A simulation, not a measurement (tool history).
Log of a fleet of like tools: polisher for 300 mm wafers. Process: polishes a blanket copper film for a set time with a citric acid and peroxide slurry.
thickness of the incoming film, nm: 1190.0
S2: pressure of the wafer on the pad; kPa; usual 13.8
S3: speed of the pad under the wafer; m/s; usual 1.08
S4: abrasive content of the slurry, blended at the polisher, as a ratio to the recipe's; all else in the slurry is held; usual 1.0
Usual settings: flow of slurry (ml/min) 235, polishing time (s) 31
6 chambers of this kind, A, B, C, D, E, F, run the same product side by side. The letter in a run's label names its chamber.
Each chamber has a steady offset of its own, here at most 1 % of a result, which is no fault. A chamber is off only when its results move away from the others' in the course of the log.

Run 1D, day 0.346: usual settings. Result: film removed (angstrom) 469.89.
At day 0.350: chamber D: slurry nozzle cleaned.
Run 2B, day 0.762: usual settings. Result: film removed (angstrom) 468.76.
At day 1.183: chamber C: slurry nozzle cleaned.
Run 3A, day 1.279: usual settings. Result: film removed (angstrom) 471.68.
At day 1.512: chamber B: worn pad replaced by a new one.
Run 4F, day 1.621: usual settings. Result: film removed (angstrom) 471.96.
Run 5C, day 2.017: usual settings. Result: film removed (angstrom) 477.05.
At day 2.454: chamber A: worn pad replaced by a new one.
Run 6E, day 2.646: usual settings. Result: film removed (angstrom) 459.29.
At day 2.696: chamber F: worn pad replaced by a new one.
At day 2.788: chamber B: slurry nozzle cleaned.
Run 7B, day 3.092: usual settings. Result: film removed (angstrom) 471.14.
At day 3.246: chamber C: worn pad replaced by a new one.
At day 3.312: chamber D: worn pad replaced by a new one.
At day 3.321: chamber D: head pressure recalibrated.
Run 8D, day 3.654: usual settings. Result: film removed (angstrom) 465.44.
At day 3.717: chamber E: worn pad replaced by a new one.
At day 3.725: chamber A: slurry blender recalibrated.
Run 9A, day 4.146: usual settings. Result: film removed (angstrom) 468.07.
At day 4.492: chamber C: head pressure recalibrated.
Run 10C, day 4.521: usual settings. Result: film removed (angstrom) 467.81.
Run 11E, day 5.083: usual settings. Result: film removed (angstrom) 460.56.
Run 12F, day 5.454: usual settings. Result: film removed (angstrom) 474.58.
At day 5.692: chamber B: worn pad replaced by a new one.
Run 13C, day 5.888: usual settings. Result: film removed (angstrom) 471.04.
Run 14E, day 6.204: usual settings. Result: film removed (angstrom) 464.06.
Run 15A, day 6.775: usual settings. Result: film removed (angstrom) 480.05.
At day 6.829: chamber C: worn pad replaced by a new one.
At day 6.838: chamber F: worn pad replaced by a new one.
At day 6.921: chamber A: worn pad replaced by a new one.
At day 7.021: chamber D: worn pad replaced by a new one.
At day 7.129: chamber E: worn pad replaced by a new one.
Run 16F, day 7.233: usual settings. Result: film removed (angstrom) 468.58.
Run 17B, day 7.838: usual settings. Result: film removed (angstrom) 474.89.
Run 18D, day 8.338: usual settings. Result: film removed (angstrom) 463.40.
Run 19B, day 8.917: usual settings. Result: film removed (angstrom) 467.51.
Run 20C, day 9.371: usual settings. Result: film removed (angstrom) 470.40.
Run 21A, day 9.858: usual settings. Result: film removed (angstrom) 472.10.
At day 9.896: chamber B: worn pad replaced by a new one.
At day 10.188: chamber B: head pressure recalibrated.
Run 22F, day 10.275: usual settings. Result: film removed (angstrom) 464.08.
At day 10.404: chamber D: slurry nozzle cleaned.
At day 10.450: chamber D: worn pad replaced by a new one.
Run 23D, day 10.871: usual settings. Result: film removed (angstrom) 469.57.
At day 10.962: chamber A: worn pad replaced by a new one.
At day 11.029: chamber F: slurry blender recalibrated.
At day 11.100: chamber F: worn pad replaced by a new one.
At day 11.117: chamber E: worn pad replaced by a new one.
At day 11.129: chamber E: slurry nozzle cleaned.
At day 11.158: chamber C: worn pad replaced by a new one.
Run 24E, day 11.375: usual settings. Result: film removed (angstrom) 450.92.
Run 25F, day 11.688: usual settings but polishing time (s) 39. Result: film removed (angstrom) 587.28.
At day 11.888: chamber B: slurry blender recalibrated.
Run 26C, day 12.062: usual settings but polishing time (s) 39. Result: film removed (angstrom) 592.51.
At day 12.092: chamber E: head pressure recalibrated.
Run 27D, day 12.508: usual settings but polishing time (s) 39. Result: film removed (angstrom) 587.47.
Run 28E, day 13.004: usual settings but polishing time (s) 39. Result: film removed (angstrom) 560.11.
Run 29B, day 13.462: usual settings but polishing time (s) 39. Result: film removed (angstrom) 596.19.
At day 13.738: chamber B: worn pad replaced by a new one.
Run 30A, day 14.029: usual settings but polishing time (s) 39. Result: film removed (angstrom) 603.55.
At day 14.054: chamber D: worn pad replaced by a new one.
Run 31F, day 14.421: usual settings but S3 1.34 m/s. Result: film removed (angstrom) 586.10.
At day 14.558: chamber C: worn pad replaced by a new one.
At day 14.579: chamber F: worn pad replaced by a new one.
At day 14.592: chamber E: worn pad replaced by a new one.
Run 32A, day 14.717: usual settings but S3 1.34 m/s. Result: film removed (angstrom) 581.00.
At day 15.017: chamber D: slurry blender recalibrated.
Run 33D, day 15.071: usual settings but S3 1.34 m/s. Result: film removed (angstrom) 580.40.
At day 15.162: chamber C: slurry blender recalibrated.
Run 34B, day 15.467: usual settings but S3 1.34 m/s. Result: film removed (angstrom) 576.00.
At day 15.738: chamber A: worn pad replaced by a new one.
Run 35C, day 15.871: usual settings but S3 1.34 m/s. Result: film removed (angstrom) 574.59.
Run 36E, day 16.246: usual settings but S3 1.34 m/s. Result: film removed (angstrom) 543.51.
Run 37A, day 16.629: usual settings but S2 11.0 kPa, S4 0.7. Result: film removed (angstrom) 347.06.
Run 38F, day 17.246: usual settings but S2 11.0 kPa, S4 0.7. Result: film removed (angstrom) 355.44.
At day 17.450: chamber B: worn pad replaced by a new one.
Run 39D, day 17.754: usual settings but S2 11.0 kPa, S4 0.7. Result: film removed (angstrom) 350.62.
Run 40C, day 18.050: usual settings but S2 11.0 kPa, S4 0.7. Result: film removed (angstrom) 356.57.
At day 18.371: chamber E: worn pad replaced by a new one.
Run 41B, day 18.575: usual settings but S2 11.0 kPa, S4 0.7. Result: film removed (angstrom) 356.42.
Run 42E, day 18.933: usual settings but S2 11.0 kPa, S4 0.7. Result: film removed (angstrom) 318.03.

All 6 chambers run these settings next. Forecast each chamber's results:
Run 43A, day 19.383: usual settings. Result: film removed (angstrom) ?.
Run 43B, day 19.383: usual settings. Result: film removed (angstrom) ?.
Run 43C, day 19.383: usual settings. Result: film removed (angstrom) ?.
Run 43D, day 19.383: usual settings. Result: film removed (angstrom) ?.
Run 43E, day 19.383: usual settings. Result: film removed (angstrom) ?.
Run 43F, day 19.383: usual settings. Result: film removed (angstrom) ?.

run  film removed (angstrom)
43A                   474.44
43B                   470.17
43C                   469.00
43D                   462.94
43E                   429.86
43F                   475.49
